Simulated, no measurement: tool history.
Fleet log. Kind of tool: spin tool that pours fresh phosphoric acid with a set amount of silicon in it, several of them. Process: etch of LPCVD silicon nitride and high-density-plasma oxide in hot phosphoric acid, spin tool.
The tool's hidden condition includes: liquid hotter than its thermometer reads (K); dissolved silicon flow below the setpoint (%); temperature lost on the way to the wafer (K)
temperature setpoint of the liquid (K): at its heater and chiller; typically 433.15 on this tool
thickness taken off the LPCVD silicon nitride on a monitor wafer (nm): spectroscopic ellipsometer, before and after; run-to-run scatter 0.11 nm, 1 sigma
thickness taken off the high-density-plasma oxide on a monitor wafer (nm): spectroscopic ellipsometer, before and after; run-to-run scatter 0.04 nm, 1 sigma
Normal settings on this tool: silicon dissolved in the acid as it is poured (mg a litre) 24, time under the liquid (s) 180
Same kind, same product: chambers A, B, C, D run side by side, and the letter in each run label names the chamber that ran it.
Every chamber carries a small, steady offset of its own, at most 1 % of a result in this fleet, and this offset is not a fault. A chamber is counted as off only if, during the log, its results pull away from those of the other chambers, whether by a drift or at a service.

| run | hour | temperature setpoint of the liquid (K) | silicon dissolved in the acid as it is poured (mg a litre) | time under the liquid (s) | hours since the thermometer was replaced | hours since the dissolved silicon flow meter was replaced | hours since the heated supply line was repaired | read-back film thickness of the LPCVD silicon nitride reference wafer, read on the same gauge (nm) | read-back film thickness of the high-density-plasma oxide reference wafer, read on the same gauge (nm) | thickness taken off the LPCVD silicon nitride on a monitor wafer (nm) | thickness taken off the high-density-plasma oxide on a monitor wafer (nm) |
|---|---|---|---|---|---|---|---|---|---|---|---|
| 1D | 10.9 | 433.15 | 24 | 180 | 196.6 | 172.2 | 3110.8 | 49.983 | 69.998 | 13.072 | 0.6025 |
| 2A | 18.1 | 433.15 | 24 | 180 | 1261.3 | 1813.2 | 1055.6 | 49.986 | 70.013 | 13.061 | 0.65826 |
| 3C | 32.8 | 433.15 | 24 | 180 | 1825.8 | 82.5 | 1123.7 | 50.029 | 70.024 | 13.284 | 0.67166 |
| 4B | 43 | 433.15 | 24 | 180 | 445.4 | 190.4 | 2081.6 | 50.011 | 69.962 | 13.353 | 0.7182 |
|  | 50.3 | chamber D: heated supply line repaired |
| 5D | 53 | 433.15 | 24 | 180 | 238.7 | 214.3 | 2.7 | 49.958 | 69.973 | 13.338 | 0.68353 |
| 6B | 67.2 | 433.15 | 24 | 180 | 469.6 | 214.6 | 2105.8 | 50.003 | 70.016 | 13.565 | 0.69902 |
| 7C | 79.8 | 433.15 | 24 | 180 | 1872.8 | 129.5 | 1170.7 | 49.973 | 69.99 | 13.42 | 0.68871 |
| 8A | 93.9 | 433.15 | 24 | 180 | 1337.1 | 1889 | 1131.4 | 49.972 | 69.991 | 13.331 | 0.64904 |
| 9C | 101 | 433.15 | 24 | 180 | 1894 | 150.7 | 1191.9 | 49.981 | 70.004 | 13.296 | 0.66681 |
| 10B | 108.2 | 435.15 | 24 | 180 | 510.6 | 255.6 | 2146.8 | 50.027 | 70.013 | 13.97 | 0.70845 |
| 11A | 120 | 435.15 | 24 | 180 | 1363.2 | 1915.1 | 1157.5 | 49.974 | 69.966 | 14.33 | 0.78956 |
| 12D | 126.7 | 435.15 | 24 | 180 | 312.4 | 288 | 76.4 | 49.983 | 70 | 14.293 | 0.72562 |
| 13A | 141.2 | 435.15 | 24 | 180 | 1384.4 | 1936.3 | 1178.7 | 50.032 | 69.988 | 14.209 | 0.82162 |
| 14B | 152.2 | 433.15 | 24 | 180 | 554.6 | 299.6 | 2190.8 | 50.047 | 70.003 | 13.503 | 0.64086 |
| 15C | 161.9 | 434.65 | 24 | 230 | 1954.9 | 211.6 | 1252.8 | 49.98 | 69.981 | 17.873 | 0.9857 |
| 16D | 175.2 | 434.65 | 24 | 230 | 360.9 | 336.5 | 124.9 | 49.987 | 69.986 | 17.706 | 1.0288 |
|  | 188.5 | chamber A: thermometer replaced |
| 17D | 189.5 | 434.65 | 24 | 230 | 375.2 | 350.8 | 139.2 | 49.991 | 70.029 | 17.877 | 1.0357 |
| 18A | 203.4 | 434.65 | 24 | 230 | 14.9 | 1998.5 | 1240.9 | 50.02 | 69.985 | 18 | 0.92031 |
| 19B | 210 | 433.15 | 24 | 180 | 612.4 | 357.4 | 2248.6 | 50.018 | 69.985 | 13.169 | 0.64611 |
| 20C | 217.1 | 433.15 | 24 | 180 | 2010.1 | 266.8 | 1308 | 50.015 | 69.976 | 13.486 | 0.69521 |
| 21B | 230.1 | 433.15 | 24 | 180 | 632.5 | 377.5 | 2268.7 | 49.972 | 70.015 | 13.355 | 0.72125 |
| 22A | 237.4 | 433.15 | 24 | 180 | 48.9 | 2032.5 | 1274.9 | 50.014 | 69.972 | 13.207 | 0.70202 |
| 23D | 247.5 | 433.15 | 24 | 180 | 433.2 | 408.8 | 197.2 | 49.986 | 69.989 | 13.153 | 0.72155 |
| 24C | 257.6 | 433.15 | 24 | 180 | 2050.6 | 307.3 | 1348.5 | 50.011 | 69.984 | 13.461 | 0.6534 |
| 25B | 269.9 | 433.15 | 24 | 180 | 672.3 | 417.3 | 2308.5 | 49.982 | 69.99 | 13.292 | 0.67739 |
|  | 272 | chamber B: thermometer replaced |
| 26A | 279.2 | 433.15 | 24 | 180 | 90.7 | 2074.3 | 1316.7 | 50.023 | 69.976 | 13.303 | 0.64201 |
|  | 285.1 | chamber B: dissolved silicon flow meter replaced |
| 27C | 290.9 | 433.15 | 24 | 180 | 2083.9 | 340.6 | 1381.8 | 49.985 | 69.97 | 13.569 | 0.65261 |
| 28D | 305.3 | 433.15 | 24 | 180 | 491 | 466.6 | 255 | 49.994 | 69.983 | 13.272 | 0.67333 |
| 29C | 313.8 | 433.15 | 24 | 180 | 2106.8 | 363.5 | 1404.7 | 50.013 | 70.014 | 13.516 | 0.6855 |
| 30A | 327.5 | 433.15 | 24 | 180 | 139 | 2122.6 | 1365 | 49.999 | 69.982 | 13.409 | 0.68958 |
| 31B | 340 | 433.15 | 24 | 180 | 68 | 54.9 | 2378.6 | 50.002 | 70.025 | 13.481 | 0.61492 |
| 32D | 353.5 | 433.15 | 24 | 180 | 539.2 | 514.8 | 303.2 | 50.05 | 70 | 13.31 | 0.71898 |
| 33D | 361.4 | 433.15 | 24 | 180 | 547.1 | 522.7 | 311.1 | 50.014 | 70.017 | 13.41 | 0.67271 |
| 34B | 375.2 | 433.15 | 24 | 180 | 103.2 | 90.1 | 2413.8 | 50.029 | 69.949 | 13.225 | 0.6686 |
| 35A | 387.5 | 433.15 | 12 | 180 | 199 | 2182.6 | 1425 | 50.02 | 69.98 | 13.234 | 0.92882 |
| 36C | 397.1 | 433.15 | 12 | 180 | 2190.1 | 446.8 | 1488 | 49.994 | 69.971 | 13.31 | 0.98537 |
| 37D | 403.7 | 433.15 | 12 | 180 | 589.4 | 565 | 353.4 | 49.996 | 69.994 | 13.317 | 0.91295 |
| 38B | 413 | 433.15 | 12 | 180 | 141 | 127.9 | 2451.6 | 49.975 | 69.991 | 13.092 | 0.95656 |
| 39A | 421.9 | 433.15 | 24 | 180 | 233.4 | 2217 | 1459.4 | 49.969 | 70.001 | 13.28 | 0.68339 |

Next, all 4 chambers run the settings below, one line each with question marks for the results. What does each chamber give?
| 40A | 432.7 | 433.15 | 24 | 265 |  |  |  |  |  | ? | ? |
| 40B | 432.7 | 433.15 | 24 | 265 |  |  |  |  |  | ? | ? |
| 40C | 432.7 | 433.15 | 24 | 265 |  |  |  |  |  | ? | ? |
| 40D | 432.7 | 433.15 | 24 | 265 |  |  |  |  |  | ? | ? |

| run | thickness taken off the LPCVD silicon nitride on a monitor wafer (nm) | thickness taken off the high-density-plasma oxide on a monitor wafer (nm) |
|---|---|---|
| 40A | 19.384 | 0.86136 |
| 40B | 19.678 | 0.98819 |
| 40C | 19.697 | 0.98049 |
| 40D | 19.855 | 1.0346 |

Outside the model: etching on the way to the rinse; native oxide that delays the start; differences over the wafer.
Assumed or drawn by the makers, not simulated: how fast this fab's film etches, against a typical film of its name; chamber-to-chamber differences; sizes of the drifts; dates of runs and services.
